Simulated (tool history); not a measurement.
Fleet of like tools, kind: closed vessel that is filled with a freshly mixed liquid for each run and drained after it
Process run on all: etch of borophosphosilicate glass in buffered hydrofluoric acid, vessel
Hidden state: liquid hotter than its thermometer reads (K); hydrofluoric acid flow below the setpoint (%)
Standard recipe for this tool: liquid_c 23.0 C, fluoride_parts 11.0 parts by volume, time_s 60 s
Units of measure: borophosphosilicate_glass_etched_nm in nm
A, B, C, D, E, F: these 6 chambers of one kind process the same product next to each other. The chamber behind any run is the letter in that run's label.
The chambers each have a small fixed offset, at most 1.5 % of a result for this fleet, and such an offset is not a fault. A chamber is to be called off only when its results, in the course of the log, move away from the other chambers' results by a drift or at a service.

run,hour,liquid_c,fluoride_parts,time_s,hours since the thermometer was replaced,hours since the hydrofluoric acid flow meter was replaced,"read-back film thickness of the borophosphosilicate glass reference wafer, read on the same gauge (nm)",borophosphosilicate_glass_etched_nm
1C,6.2,23.0,11.0,60,121.8,261.9,99.960,111.89
2A,14.5,23.0,11.0,60,670.7,556.4,100.010,111.18
3F,23.6,23.0,11.0,60,411.5,726.3,99.978,110.54
4E,33.0,23.0,11.0,60,309.8,1376.7,99.980,112.25
5B,46.2,23.0,11.0,60,735.5,365.5,99.987,110.83
# hour 56.3: chamber E: hydrofluoric acid flow meter replaced
6D,58.5,23.0,11.0,60,126.7,504.0,99.991,112.54
7D,69.6,23.0,11.0,60,137.8,515.1,100.010,112.73
8C,83.4,23.0,11.0,60,199.0,339.1,100.010,113.93
9E,96.7,23.0,11.0,60,373.5,40.4,100.020,110.81
10B,107.2,23.0,11.0,60,796.5,426.5,100.060,112.52
11A,120.6,23.0,11.0,60,776.8,662.5,99.970,110.52
12F,133.7,23.0,11.0,60,521.6,836.4,99.934,109.06
13B,140.0,23.0,11.0,60,829.3,459.3,100.010,111.41
14D,150.7,23.0,11.0,60,218.9,596.2,99.996,111.90
15C,157.5,23.0,11.0,60,273.1,413.2,99.987,112.19
16E,167.3,23.0,11.0,60,444.1,111.0,100.020,112.24
# hour 172.9: chamber A: hydrofluoric acid flow meter replaced
17A,180.6,23.0,11.0,60,836.8,7.8,99.990,112.47
18F,192.5,23.0,11.0,60,580.4,895.2,99.965,108.36
19B,206.0,23.0,11.0,60,895.3,525.3,99.998,111.15
20F,214.7,23.0,11.0,60,602.6,917.4,99.997,107.09
21D,222.6,23.0,11.0,60,290.8,668.1,100.020,112.29
22A,234.1,23.0,11.0,60,890.3,61.3,99.947,110.51
23E,241.8,23.0,11.0,60,518.6,185.5,99.994,112.09
24C,250.0,19.5,11.0,90,365.6,505.7,99.977,140.22
25B,260.3,19.5,11.0,90,949.6,579.6,100.000,138.40
# hour 273.9: chamber E: thermometer replaced
26E,273.9,19.5,11.0,90,0.1,217.6,99.978,137.11
27D,286.7,19.5,11.0,90,354.9,732.2,99.976,136.19
28A,299.1,19.5,11.0,90,955.3,126.3,99.987,138.90
29C,307.8,19.5,11.0,90,423.4,563.5,100.020,136.89
30F,320.1,23.0,11.0,60,708.0,1022.8,99.995,105.30
31D,331.9,23.0,8.5,60,400.1,777.4,99.981,140.84
32B,343.7,23.0,8.5,60,1033.0,663.0,99.992,137.94
33F,353.9,23.0,8.5,60,741.8,1056.6,100.010,128.18
34A,360.1,23.0,8.5,60,1016.3,187.3,100.010,141.42
35E,371.6,23.0,8.5,60,97.8,315.3,99.934,140.97
36C,385.5,23.0,8.5,60,501.1,641.2,100.030,140.12
37C,391.6,23.0,11.0,60,507.2,647.3,99.982,112.59

All 6 chambers run these settings next. Forecast each chamber's results:
38A,401.6,23.0,11.0,60,,,,?
38B,401.6,23.0,11.0,60,,,,?
38C,401.6,23.0,11.0,60,,,,?
38D,401.6,23.0,11.0,60,,,,?
38E,401.6,23.0,11.0,60,,,,?
38F,401.6,23.0,11.0,60,,,,?

run,borophosphosilicate_glass_etched_nm
38A,112.50
38B,110.80
38C,112.20
38D,112.76
38E,111.63
38F,103.70

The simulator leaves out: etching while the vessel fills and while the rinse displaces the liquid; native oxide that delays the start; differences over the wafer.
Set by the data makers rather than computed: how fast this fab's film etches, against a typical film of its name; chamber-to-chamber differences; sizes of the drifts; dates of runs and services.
